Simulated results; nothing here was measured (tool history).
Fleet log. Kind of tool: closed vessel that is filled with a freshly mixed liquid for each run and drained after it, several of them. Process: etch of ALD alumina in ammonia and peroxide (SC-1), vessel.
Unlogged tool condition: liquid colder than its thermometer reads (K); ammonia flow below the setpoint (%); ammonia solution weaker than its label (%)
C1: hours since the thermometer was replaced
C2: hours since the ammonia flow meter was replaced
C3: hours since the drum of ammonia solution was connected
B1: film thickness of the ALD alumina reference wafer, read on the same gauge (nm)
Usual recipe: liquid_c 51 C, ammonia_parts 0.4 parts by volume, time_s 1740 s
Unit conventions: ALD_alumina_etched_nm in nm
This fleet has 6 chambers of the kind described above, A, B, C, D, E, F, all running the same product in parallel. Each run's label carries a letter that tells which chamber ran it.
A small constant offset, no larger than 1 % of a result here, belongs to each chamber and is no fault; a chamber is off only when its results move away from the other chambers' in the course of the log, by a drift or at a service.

{"run": "1A", "hour": 10.5, "liquid_c": 51, "ammonia_parts": 0.4, "time_s": 1740, "C1": 263.3, "C2": 58.5, "C3": 320.6, "B1": 70.034, "ALD_alumina_etched_nm": 52.32}
{"hour": 10.9, "done": "chamber A: new drum of ammonia solution connected"}
{"hour": 12.8, "done": "chamber B: ammonia flow meter replaced"}
{"run": "2C", "hour": 17.8, "liquid_c": 51, "ammonia_parts": 0.4, "time_s": 1740, "C1": 1270.2, "C2": 887.1, "C3": 346.8, "B1": 70.007, "ALD_alumina_etched_nm": 51.776}
{"run": "3B", "hour": 27.0, "liquid_c": 51, "ammonia_parts": 0.4, "time_s": 1740, "C1": 700.6, "C2": 14.2, "C3": 570, "B1": 70, "ALD_alumina_etched_nm": 51.926}
{"run": "4D", "hour": 34.3, "liquid_c": 51, "ammonia_parts": 0.4, "time_s": 1740, "C1": 600.1, "C2": 669.3, "C3": 640.9, "B1": 70.013, "ALD_alumina_etched_nm": 52.438}
{"run": "5F", "hour": 42.4, "liquid_c": 51, "ammonia_parts": 0.4, "time_s": 1740, "C1": 2220.2, "C2": 1859.2, "C3": 1091.2, "B1": 70.009, "ALD_alumina_etched_nm": 51.706}
{"run": "6E", "hour": 47.8, "liquid_c": 51, "ammonia_parts": 0.4, "time_s": 1740, "C1": 802.3, "C2": 760.6, "C3": 367.8, "B1": 70.001, "ALD_alumina_etched_nm": 51.7}
{"run": "7E", "hour": 53.5, "liquid_c": 51, "ammonia_parts": 0.4, "time_s": 1740, "C1": 808, "C2": 766.3, "C3": 373.5, "B1": 69.98, "ALD_alumina_etched_nm": 52.249}
{"run": "8D", "hour": 61.5, "liquid_c": 51, "ammonia_parts": 0.4, "time_s": 1740, "C1": 627.3, "C2": 696.5, "C3": 668.1, "B1": 70.01, "ALD_alumina_etched_nm": 52.319}
{"run": "9A", "hour": 71.0, "liquid_c": 51, "ammonia_parts": 0.4, "time_s": 1740, "C1": 323.8, "C2": 119, "C3": 60.2, "B1": 69.996, "ALD_alumina_etched_nm": 52.459}
{"run": "10F", "hour": 79.0, "liquid_c": 51, "ammonia_parts": 0.4, "time_s": 1740, "C1": 2256.8, "C2": 1895.8, "C3": 1127.8, "B1": 69.995, "ALD_alumina_etched_nm": 51.47}
{"run": "11B", "hour": 87.5, "liquid_c": 51, "ammonia_parts": 0.4, "time_s": 1740, "C1": 761.1, "C2": 74.7, "C3": 630.5, "B1": 70.026, "ALD_alumina_etched_nm": 51.33}
{"hour": 88.6, "done": "chamber F: ammonia flow meter replaced"}
{"hour": 90.7, "done": "chamber F: new drum of ammonia solution connected"}
{"run": "12C", "hour": 93.3, "liquid_c": 51, "ammonia_parts": 0.4, "time_s": 1740, "C1": 1345.7, "C2": 962.6, "C3": 422.3, "B1": 70.026, "ALD_alumina_etched_nm": 51.658}
{"hour": 95.2, "done": "chamber C: new drum of ammonia solution connected"}
{"run": "13A", "hour": 104.0, "liquid_c": 51, "ammonia_parts": 0.4, "time_s": 1740, "C1": 356.8, "C2": 152, "C3": 93.2, "B1": 69.994, "ALD_alumina_etched_nm": 51.586}
{"run": "14E", "hour": 112.8, "liquid_c": 51, "ammonia_parts": 0.4, "time_s": 1740, "C1": 867.3, "C2": 825.6, "C3": 432.8, "B1": 69.984, "ALD_alumina_etched_nm": 51.988}
{"run": "15B", "hour": 124.0, "liquid_c": 51, "ammonia_parts": 0.4, "time_s": 1740, "C1": 797.6, "C2": 111.2, "C3": 667, "B1": 69.982, "ALD_alumina_etched_nm": 51.871}
{"run": "16F", "hour": 134.6, "liquid_c": 51, "ammonia_parts": 0.4, "time_s": 1740, "C1": 2312.4, "C2": 46, "C3": 44, "B1": 70.037, "ALD_alumina_etched_nm": 52.152}
{"run": "17D", "hour": 141.5, "liquid_c": 58, "ammonia_parts": 0.3, "time_s": 1740, "C1": 707.3, "C2": 776.5, "C3": 748.1, "B1": 70.012, "ALD_alumina_etched_nm": 74.241}
{"run": "18C", "hour": 150.4, "liquid_c": 58, "ammonia_parts": 0.3, "time_s": 1740, "C1": 1402.8, "C2": 1019.7, "C3": 55.3, "B1": 69.977, "ALD_alumina_etched_nm": 71.487}
{"run": "19A", "hour": 161.7, "liquid_c": 58, "ammonia_parts": 0.3, "time_s": 1740, "C1": 414.5, "C2": 209.7, "C3": 150.9, "B1": 69.972, "ALD_alumina_etched_nm": 73.932}
{"run": "20F", "hour": 169.7, "liquid_c": 58, "ammonia_parts": 0.3, "time_s": 1740, "C1": 2347.5, "C2": 81.1, "C3": 79.1, "B1": 69.993, "ALD_alumina_etched_nm": 73.263}
{"run": "21C", "hour": 174.7, "liquid_c": 58, "ammonia_parts": 0.3, "time_s": 1740, "C1": 1427.1, "C2": 1044, "C3": 79.6, "B1": 69.993, "ALD_alumina_etched_nm": 71.291}
{"run": "22B", "hour": 182.6, "liquid_c": 58, "ammonia_parts": 0.3, "time_s": 1740, "C1": 856.2, "C2": 169.8, "C3": 725.6, "B1": 70.017, "ALD_alumina_etched_nm": 71.681}
{"hour": 185.4, "done": "chamber F: thermometer replaced"}
{"run": "23E", "hour": 190.3, "liquid_c": 51, "ammonia_parts": 0.4, "time_s": 1740, "C1": 944.8, "C2": 903.1, "C3": 510.3, "B1": 70.006, "ALD_alumina_etched_nm": 51.556}
{"run": "24D", "hour": 201.6, "liquid_c": 51, "ammonia_parts": 0.4, "time_s": 1740, "C1": 767.4, "C2": 836.6, "C3": 808.2, "B1": 70.006, "ALD_alumina_etched_nm": 51.839}
{"run": "25C", "hour": 210.8, "liquid_c": 51, "ammonia_parts": 0.4, "time_s": 1740, "C1": 1463.2, "C2": 1080.1, "C3": 115.7, "B1": 69.975, "ALD_alumina_etched_nm": 49.847}
{"run": "26F", "hour": 220.2, "liquid_c": 51, "ammonia_parts": 0.4, "time_s": 1740, "C1": 34.8, "C2": 131.6, "C3": 129.6, "B1": 69.989, "ALD_alumina_etched_nm": 52.329}
{"run": "27A", "hour": 227.4, "liquid_c": 51, "ammonia_parts": 0.5, "time_s": 2340, "C1": 480.2, "C2": 275.4, "C3": 216.6, "B1": 69.996, "ALD_alumina_etched_nm": 72.112}
{"run": "28E", "hour": 237.2, "liquid_c": 51, "ammonia_parts": 0.5, "time_s": 2340, "C1": 991.7, "C2": 950, "C3": 557.2, "B1": 69.994, "ALD_alumina_etched_nm": 71.933}
{"run": "29D", "hour": 246.5, "liquid_c": 51, "ammonia_parts": 0.5, "time_s": 2340, "C1": 812.3, "C2": 881.5, "C3": 853.1, "B1": 69.977, "ALD_alumina_etched_nm": 70.945}
{"run": "30B", "hour": 252.3, "liquid_c": 51, "ammonia_parts": 0.5, "time_s": 2340, "C1": 925.9, "C2": 239.5, "C3": 795.3, "B1": 70.032, "ALD_alumina_etched_nm": 70.354}
{"run": "31B", "hour": 257.4, "liquid_c": 51, "ammonia_parts": 0.5, "time_s": 2340, "C1": 931, "C2": 244.6, "C3": 800.4, "B1": 69.991, "ALD_alumina_etched_nm": 71.237}
{"run": "32D", "hour": 265.8, "liquid_c": 51, "ammonia_parts": 0.5, "time_s": 2340, "C1": 831.6, "C2": 900.8, "C3": 872.4, "B1": 70.007, "ALD_alumina_etched_nm": 70.925}
{"run": "33A", "hour": 277.5, "liquid_c": 51, "ammonia_parts": 0.4, "time_s": 1740, "C1": 530.3, "C2": 325.5, "C3": 266.7, "B1": 69.988, "ALD_alumina_etched_nm": 52.915}
{"run": "34F", "hour": 288.6, "liquid_c": 51, "ammonia_parts": 0.4, "time_s": 1740, "C1": 103.2, "C2": 200, "C3": 198, "B1": 69.948, "ALD_alumina_etched_nm": 52.89}
{"run": "35C", "hour": 298.0, "liquid_c": 51, "ammonia_parts": 0.4, "time_s": 1240, "C1": 1550.4, "C2": 1167.3, "C3": 202.9, "B1": 70.002, "ALD_alumina_etched_nm": 33.785}
{"run": "36E", "hour": 309.3, "liquid_c": 51, "ammonia_parts": 0.4, "time_s": 1240, "C1": 1063.8, "C2": 1022.1, "C3": 629.3, "B1": 69.99, "ALD_alumina_etched_nm": 37.228}
{"run": "37A", "hour": 319.1, "liquid_c": 51, "ammonia_parts": 0.4, "time_s": 1240, "C1": 571.9, "C2": 367.1, "C3": 308.3, "B1": 70.031, "ALD_alumina_etched_nm": 36.894}
{"run": "38D", "hour": 327.9, "liquid_c": 51, "ammonia_parts": 0.4, "time_s": 1240, "C1": 893.7, "C2": 962.9, "C3": 934.5, "B1": 69.976, "ALD_alumina_etched_nm": 36.948}
{"run": "39B", "hour": 338.9, "liquid_c": 51, "ammonia_parts": 0.4, "time_s": 1240, "C1": 1012.5, "C2": 326.1, "C3": 881.9, "B1": 69.989, "ALD_alumina_etched_nm": 36.637}
{"run": "40F", "hour": 349.5, "liquid_c": 51, "ammonia_parts": 0.4, "time_s": 1240, "C1": 164.1, "C2": 260.9, "C3": 258.9, "B1": 70.035, "ALD_alumina_etched_nm": 37.285}
{"run": "41C", "hour": 356.5, "liquid_c": 51, "ammonia_parts": 0.4, "time_s": 1740, "C1": 1608.9, "C2": 1225.8, "C3": 261.4, "B1": 70.011, "ALD_alumina_etched_nm": 46.151}

All 6 chambers run these settings next. Forecast each chamber's results:
{"run": "42A", "hour": 364.8, "liquid_c": 51, "ammonia_parts": 0.4, "time_s": 1740, "ALD_alumina_etched_nm": "?"}
{"run": "42B", "hour": 364.8, "liquid_c": 51, "ammonia_parts": 0.4, "time_s": 1740, "ALD_alumina_etched_nm": "?"}
{"run": "42C", "hour": 364.8, "liquid_c": 51, "ammonia_parts": 0.4, "time_s": 1740, "ALD_alumina_etched_nm": "?"}
{"run": "42D", "hour": 364.8, "liquid_c": 51, "ammonia_parts": 0.4, "time_s": 1740, "ALD_alumina_etched_nm": "?"}
{"run": "42E", "hour": 364.8, "liquid_c": 51, "ammonia_parts": 0.4, "time_s": 1740, "ALD_alumina_etched_nm": "?"}
{"run": "42F", "hour": 364.8, "liquid_c": 51, "ammonia_parts": 0.4, "time_s": 1740, "ALD_alumina_etched_nm": "?"}

run=42A ALD_alumina_etched_nm=52.008
run=42B ALD_alumina_etched_nm=51.492
run=42C ALD_alumina_etched_nm=46.611
run=42D ALD_alumina_etched_nm=52.152
run=42E ALD_alumina_etched_nm=51.779
run=42F ALD_alumina_etched_nm=52.187

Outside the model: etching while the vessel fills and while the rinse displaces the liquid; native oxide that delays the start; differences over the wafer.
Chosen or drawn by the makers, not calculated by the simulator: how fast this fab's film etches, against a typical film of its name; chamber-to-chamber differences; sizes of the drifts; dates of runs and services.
